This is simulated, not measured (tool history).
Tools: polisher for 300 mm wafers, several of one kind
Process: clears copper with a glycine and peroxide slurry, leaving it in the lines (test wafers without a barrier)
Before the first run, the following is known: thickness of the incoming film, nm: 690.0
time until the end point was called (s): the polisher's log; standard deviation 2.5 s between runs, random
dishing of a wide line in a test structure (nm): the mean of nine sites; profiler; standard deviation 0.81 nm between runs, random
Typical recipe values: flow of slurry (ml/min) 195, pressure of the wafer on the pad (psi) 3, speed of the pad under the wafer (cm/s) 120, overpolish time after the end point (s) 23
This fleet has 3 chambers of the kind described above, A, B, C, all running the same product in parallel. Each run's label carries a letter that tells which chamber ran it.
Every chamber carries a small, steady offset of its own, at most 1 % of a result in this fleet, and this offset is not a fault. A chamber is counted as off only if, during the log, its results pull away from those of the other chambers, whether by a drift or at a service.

run,hour,flow of slurry (ml/min),pressure of the wafer on the pad (psi),speed of the pad under the wafer (cm/s),overpolish time after the end point (s),time until the end point was called (s),dishing of a wide line in a test structure (nm)
1C,4.5,195,3,120,23,120.11,79.81
2B,9.8,195,3,120,23,128.07,80.247
3A,13.7,195,3,120,23,122.6,80.123
4B,18.4,195,3,120,23,125.05,81.461
5A,22.9,195,3,120,23,121.4,78.959
6C,27.5,215,3,120,33,125.91,103.18
# hour 29: chamber B: slurry nozzle cleaned
7B,32,215,3,120,33,124.41,102.17
8A,36,215,3,120,33,126.01,104.61
9C,41.3,195,3,120,23,123.98,77.794
10A,46.9,195,3,120,23,127.37,80.094
# hour 47.8: chamber A: worn pad replaced by a new one
11B,51.6,195,3,120,23,134.45,77.41
12C,56,135,3,120,13,136.91,47.033
13C,59.7,135,3,120,13,130.81,47.015
14A,62.5,135,3,120,13,134.45,48.351
15B,67.1,195,3,120,23,137.89,75.131
16A,70.8,255,3,120,23,120.28,81.097
17B,74.7,255,3,120,23,130.38,76.264
18C,78.6,255,3,120,23,123.49,80.266
19B,83.8,195,3,120,23,138.07,72.263
20C,89,195,3,152,12,100.11,54.581

For the next run the whole fleet of 3 chambers uses the same settings. Give each chamber's results:
21A,93.1,195,3,120,23,?,?
21B,93.1,195,3,120,23,?,?
21C,93.1,195,3,120,23,?,?

run,time until the end point was called (s),dishing of a wide line in a test structure (nm)
21A,121.77,80.693
21B,140.3,71.969
21C,122.34,78.391
